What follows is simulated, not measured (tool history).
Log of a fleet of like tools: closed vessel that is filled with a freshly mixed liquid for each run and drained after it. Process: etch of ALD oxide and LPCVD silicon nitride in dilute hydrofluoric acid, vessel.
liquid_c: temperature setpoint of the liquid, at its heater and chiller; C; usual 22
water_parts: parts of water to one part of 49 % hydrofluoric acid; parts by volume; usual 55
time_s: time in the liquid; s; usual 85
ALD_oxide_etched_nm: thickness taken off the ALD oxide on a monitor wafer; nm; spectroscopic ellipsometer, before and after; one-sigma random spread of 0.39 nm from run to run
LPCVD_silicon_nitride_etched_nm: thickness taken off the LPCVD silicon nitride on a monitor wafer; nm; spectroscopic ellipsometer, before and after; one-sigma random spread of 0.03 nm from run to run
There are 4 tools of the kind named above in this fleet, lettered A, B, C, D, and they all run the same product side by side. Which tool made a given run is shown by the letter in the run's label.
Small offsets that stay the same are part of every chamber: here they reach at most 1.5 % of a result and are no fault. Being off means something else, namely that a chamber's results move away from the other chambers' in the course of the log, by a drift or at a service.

run	hour	liquid_c	water_parts	time_s	read-back film thickness of the ALD oxide reference wafer, read on the same gauge (nm)	read-back film thickness of the LPCVD silicon nitride reference wafer, read on the same gauge (nm)	ALD_oxide_etched_nm	LPCVD_silicon_nitride_etched_nm
1D	3.4	22	55	85	39.965	129.99	50.047	0.56961
2A	6.3	22	55	85	39.95	130	49.769	0.58676
3B	9.3	22	55	85	40.035	129.99	48.785	0.59001
4C	12.3	22	55	85	40.011	129.99	48.877	0.5673
5D	16.5	17.5	55	85	40.016	130	40.696	0.43457
6C	19.1	17.5	55	85	40.016	130.01	40.544	0.42606
7A	21.4	17.5	55	85	40.011	130	40.839	0.42344
8B	23.9	17.5	55	85	39.997	129.99	40.309	0.38689
9B	27.2	22	55	85	39.953	130	48.998	0.51565
10A	30.4	22	55	85	39.996	130.01	49.775	0.55785
11C	33.2	22	65	125	40.001	129.99	60.027	0.74528
12D	35.9	22	65	125	39.972	129.99	61.099	0.73651
13C	38.3	22	65	125	40.002	130	60.727	0.80015
14A	40.3	22	65	125	39.969	129.99	60.276	0.64397
15D	43.2	22	55	85	39.962	130.02	49.728	0.54179
16B	47.2	22	30	65	40.004	129.98	70.871	0.79128
17C	49.5	22	30	65	40.012	130	70.791	0.74124
18D	51.9	22	30	65	39.968	130	71.202	0.72623
19A	53.9	22	30	65	40.023	130.01	72.039	0.81014
20B	56.3	22	35	85	40.017	130.01	78.873	0.9374
21D	58.6	22	35	85	39.983	130.01	80.157	0.96005
22A	61.5	22	35	85	39.995	129.99	80.854	0.86959
23C	64.1	22	35	85	39.996	130	78.458	0.8581
24B	66.6	22	55	85	40.022	130.01	49.059	0.5668
25C	68.5	22	55	85	39.999	130	49.141	0.57128
26D	71.9	22	55	85	40.03	130	49.198	0.55513
27A	76.1	22	55	85	39.973	130	49.622	0.62619
28B	80	19.5	30	85	40.016	130.01	82.727	0.76567
29A	82.7	19.5	30	85	40.004	129.99	85.662	0.88211
30B	85.9	19.5	30	85	40.008	129.98	81.55	0.93676
31D	89.6	19.5	30	85	39.977	130	82.669	0.82805
32C	92.2	22	55	85	40.018	130.02	49.071	0.58376
33C	95.3	22	55	85	39.951	130.01	49	0.62173
34D	97.9	22	55	85	39.969	129.98	49.769	0.596
35A	101	22	55	85	39.982	130	49.982	0.57868
36B	104.4	22	55	85	39.987	130.01	48.872	0.50358
37D	108.6	22	55	85	39.98	129.99	50.099	0.56647
38B	111.3	22	55	85	39.972	130.01	49.286	0.58968
39A	115	20	55	85	40.018	130	46.319	0.53141
40C	118	20	55	85	39.975	130	45.185	0.52968

Decide between three cases: one chamber stands off from its peers, the gauge reading all wafers drifts, or nothing is wrong past each chamber's small offset. Where a chamber is off, say which and what most likely put it there.

Neither any chamber nor the gauge drifts; the chambers differ only by their own small, steady offsets.
